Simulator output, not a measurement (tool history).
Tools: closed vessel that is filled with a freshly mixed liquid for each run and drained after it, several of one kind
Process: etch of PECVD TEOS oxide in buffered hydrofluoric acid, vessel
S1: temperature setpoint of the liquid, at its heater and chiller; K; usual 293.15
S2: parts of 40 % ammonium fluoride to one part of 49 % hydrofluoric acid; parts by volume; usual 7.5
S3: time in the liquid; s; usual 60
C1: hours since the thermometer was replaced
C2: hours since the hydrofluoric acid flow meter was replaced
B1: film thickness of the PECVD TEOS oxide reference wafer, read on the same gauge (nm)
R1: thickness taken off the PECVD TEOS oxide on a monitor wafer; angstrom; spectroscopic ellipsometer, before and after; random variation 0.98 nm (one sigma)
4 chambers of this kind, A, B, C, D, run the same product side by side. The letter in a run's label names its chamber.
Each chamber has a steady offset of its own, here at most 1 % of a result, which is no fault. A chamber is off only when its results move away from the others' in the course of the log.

| run | hour | S1 | S2 | S3 | C1 | C2 | B1 | R1 |
|---|---|---|---|---|---|---|---|---|
| 1B | 7.7 | 293.15 | 7.5 | 60 | 754.8 | 451.7 | 109.99 | 989.22 |
| 2A | 16.1 | 293.15 | 7.5 | 60 | 149.3 | 643.3 | 110.01 | 988.44 |
| 3C | 23.9 | 293.15 | 7.5 | 60 | 942.8 | 285.0 | 110.00 | 990.66 |
|  | 31.5 | chamber C: thermometer replaced |
| 4D | 32.0 | 293.15 | 7.5 | 60 | 277.2 | 1056.7 | 110.02 | 994.77 |
| 5D | 37.5 | 293.15 | 7.5 | 60 | 282.7 | 1062.2 | 110.00 | 998.01 |
| 6A | 42.2 | 293.15 | 7.5 | 60 | 175.4 | 669.4 | 109.97 | 1003.40 |
| 7B | 49.7 | 293.15 | 7.5 | 60 | 796.8 | 493.7 | 109.98 | 995.16 |
| 8C | 57.1 | 293.15 | 7.5 | 60 | 25.6 | 318.2 | 110.01 | 995.31 |
| 9B | 64.8 | 293.15 | 7.5 | 60 | 811.9 | 508.8 | 109.98 | 998.35 |
| 10C | 72.0 | 293.15 | 7.5 | 60 | 40.5 | 333.1 | 109.98 | 987.46 |
| 11A | 79.9 | 293.15 | 7.5 | 60 | 213.1 | 707.1 | 110.00 | 1005.60 |
| 12D | 84.0 | 293.15 | 7.5 | 60 | 329.2 | 1108.7 | 110.00 | 1000.30 |
|  | 88.7 | chamber A: hydrofluoric acid flow meter replaced |
| 13B | 90.2 | 295.65 | 7.5 | 30 | 837.3 | 534.2 | 109.99 | 564.95 |
| 14D | 94.3 | 295.65 | 7.5 | 30 | 339.5 | 1119.0 | 109.99 | 581.35 |
| 15A | 99.0 | 295.65 | 7.5 | 30 | 232.2 | 10.4 | 110.01 | 567.56 |
| 16C | 103.1 | 295.65 | 7.5 | 30 | 71.6 | 364.2 | 110.02 | 573.26 |
| 17D | 108.1 | 293.15 | 7.5 | 90 | 353.3 | 1132.8 | 110.01 | 1547.10 |
| 18A | 114.9 | 293.15 | 7.5 | 90 | 248.1 | 26.3 | 110.00 | 1502.00 |
| 19B | 121.1 | 293.15 | 7.5 | 90 | 868.2 | 565.1 | 109.99 | 1493.10 |
| 20C | 125.1 | 293.15 | 7.5 | 90 | 93.6 | 386.2 | 110.01 | 1484.80 |
| 21A | 131.8 | 293.15 | 7.5 | 60 | 265.0 | 43.2 | 110.00 | 1009.60 |
| 22B | 139.9 | 293.15 | 7.5 | 60 | 887.0 | 583.9 | 110.00 | 993.90 |
| 23C | 144.2 | 293.15 | 7.5 | 60 | 112.7 | 405.3 | 110.00 | 993.07 |
| 24D | 148.2 | 293.15 | 9.5 | 40 | 393.4 | 1172.9 | 110.01 | 548.26 |
| 25C | 152.9 | 293.15 | 9.5 | 40 | 121.4 | 414.0 | 110.01 | 514.89 |
| 26B | 157.9 | 293.15 | 9.5 | 40 | 905.0 | 601.9 | 110.00 | 516.27 |
| 27D | 163.1 | 293.15 | 9.5 | 40 | 408.3 | 1187.8 | 109.99 | 535.15 |
| 28A | 167.8 | 293.15 | 7.5 | 60 | 301.0 | 79.2 | 110.02 | 1011.10 |
| 29A | 173.3 | 293.15 | 7.5 | 60 | 306.5 | 84.7 | 110.01 | 991.73 |
| 30B | 181.6 | 293.15 | 7.5 | 30 | 928.7 | 625.6 | 110.00 | 501.67 |
| 31C | 188.4 | 293.15 | 7.5 | 30 | 156.9 | 449.5 | 110.00 | 490.72 |
| 32D | 193.8 | 293.15 | 7.5 | 30 | 439.0 | 1218.5 | 110.01 | 534.82 |
| 33B | 199.8 | 293.15 | 7.5 | 30 | 946.9 | 643.8 | 110.03 | 492.44 |
| 34D | 206.7 | 293.15 | 7.5 | 60 | 451.9 | 1231.4 | 110.00 | 1077.40 |
| 35C | 214.3 | 293.15 | 7.5 | 60 | 182.8 | 475.4 | 109.97 | 1002.20 |
| 36A | 218.2 | 293.15 | 7.5 | 60 | 351.4 | 129.6 | 110.02 | 1005.30 |
| 37C | 223.9 | 293.15 | 7.5 | 60 | 192.4 | 485.0 | 110.01 | 994.86 |
| 38A | 231.1 | 293.15 | 7.5 | 60 | 364.3 | 142.5 | 110.00 | 1018.30 |
| 39D | 237.0 | 293.15 | 7.5 | 60 | 482.2 | 1261.7 | 110.01 | 1093.60 |
| 40B | 242.3 | 293.15 | 7.5 | 60 | 989.4 | 686.3 | 110.00 | 988.35 |
| 41D | 251.1 | 293.15 | 7.5 | 60 | 496.3 | 1275.8 | 110.01 | 1096.90 |

What goes on in this fleet: one chamber off, a drifting gauge, or nothing beyond the chambers' own small offsets? Name the chamber and the cause, if any.

Chamber D drifts away from the others.
Cause: hydrofluoric acid flow above the setpoint (%) = 10.7.
The log may not tell that from: liquid hotter than its thermometer reads (K).

Here are 4 candidates for chamber D's next run, each the usual settings with a change, their results left as question marks. Which one brings its results back in line with what the others give on the usual settings?
In line means no further than this from the other chambers' mean on the usual settings: R1 34.00 angstrom
| 42D-1 | 257.5 | 293.65 | 7.5 | 65 |  |  |  | ? |
| 42D-2 | 257.5 | 292.65 | 8.0 | 60 |  |  |  | ? |
| 42D-3 | 257.5 | 292.65 | 8.0 | 55 |  |  |  | ? |
| 42D-4 | 257.5 | 293.65 | 7.5 | 70 |  |  |  | ? |

The other chambers' mean on the usual settings: R1 993.41 angstrom
| run | R1 |
|---|---|
| 42D-1 | 1221.20 |
| 42D-2 | 1000.10 |
| 42D-3 | 916.74 |
| 42D-4 | 1315.10 |
42D-2 brings the chamber back in line.

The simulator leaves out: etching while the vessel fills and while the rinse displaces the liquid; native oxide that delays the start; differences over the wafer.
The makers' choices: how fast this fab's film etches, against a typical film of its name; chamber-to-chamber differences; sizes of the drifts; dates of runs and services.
